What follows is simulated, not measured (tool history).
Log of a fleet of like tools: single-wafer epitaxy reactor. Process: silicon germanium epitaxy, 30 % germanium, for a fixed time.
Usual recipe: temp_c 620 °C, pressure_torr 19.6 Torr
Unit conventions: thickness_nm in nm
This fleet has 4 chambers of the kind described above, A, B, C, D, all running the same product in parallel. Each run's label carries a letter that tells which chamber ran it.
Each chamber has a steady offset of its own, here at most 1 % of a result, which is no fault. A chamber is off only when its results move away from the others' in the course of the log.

run	hour	temp_c	pressure_torr	read-back reference wafer on the same gauge, thickness_nm	thickness_nm
1D	13.9	620	19.6	66.953	84.353
2C	23.6	620	19.6	67.016	84.48
3A	34.4	620	19.6	67.012	83.797
4B	42	620	19.6	67.098	84.101
5A	50.5	620	19.6	67.032	83.28
6B	58.9	620	19.6	67.011	84.193
7D	71.9	615	19.6	66.985	76.913
# hour 80.5: chamber C: capacitance manometer re-zeroed and calibrated
8C	82.6	615	19.6	67.032	76.511
# hour 88.9: chamber D: capacitance manometer re-zeroed and calibrated
9B	89.6	615	19.6	66.957	76.599
10D	102	615	19.6	66.994	76.662
11A	111.7	620	19.6	67.052	83.732
12C	119.9	606	16.3	66.956	61.073
13D	133.3	606	16.3	67.079	60.469
14B	141.1	606	16.3	67.036	60.993
15A	151.2	606	16.3	66.984	60.48
16C	164.2	620	19.6	67.004	83.747
17C	179	620	19.6	66.99	82.942
# hour 183.8: chamber C: pyrometer calibrated
18B	194.5	620	19.6	66.959	84.459
19A	206.3	620	19.6	66.91	83.723
20D	217	620	19.6	66.936	84.345
21B	228.4	620	19.6	66.977	84.038
# hour 231.7: chamber A: capacitance manometer re-zeroed and calibrated
22C	242.7	620	19.6	67.044	79.58
23D	251.8	620	19.6	66.963	84.602
24A	260.7	620	19.6	66.946	83.24
25A	272.5	628	19.6	66.967	95.427
26B	283.8	628	19.6	67.011	97.103
27C	291.2	628	19.6	66.99	91.671
28D	301.3	628	19.6	66.949	96.229
29D	312.2	620	19.6	66.98	84.591
30A	323.3	620	19.6	67.023	83.851
31B	338.6	620	19.6	66.924	84.32
32C	346.3	620	19.6	66.995	79.929
33D	354.3	620	19.6	67.016	84.836
34B	363.5	620	19.6	66.898	83.484
35A	378.7	620	19.6	67.024	83.179
36C	388.2	620	19.6	66.917	79.277
37A	396.4	614	24	66.993	81.457
38C	403.6	614	24	67.073	77.733
39B	419.9	614	24	67.082	81.506
40D	427.1	614	24	66.889	82.427

One chamber off, gauge drift, or nothing amiss beyond the chambers' own small offsets? If it is a chamber, which one, and what is the likeliest cause?

A service left chamber C off against the others.
Most likely cause: wafer temperature below the value expected at the setpoint (K) = 2.39.

Here are 4 candidates for chamber C's next run, each the usual settings with a change, their results left as question marks. Which one brings its results back in line with what the others give on the usual settings?
To be in line, a result may differ from the other chambers' mean on the usual settings by at most: thickness_nm 1.6 nm
41C-1	438.8	620	17.1		?
41C-2	438.8	620	22.1		?
41C-3	438.8	620	15.6		?
41C-4	438.8	625	20.2		?

On the usual settings, the other chambers give on average: thickness_nm 84.038 nm
run	thickness_nm
41C-1	75.876
41C-2	83.975
41C-3	73.177
41C-4	88.314
With 41C-2, the chamber falls back in line with the rest.
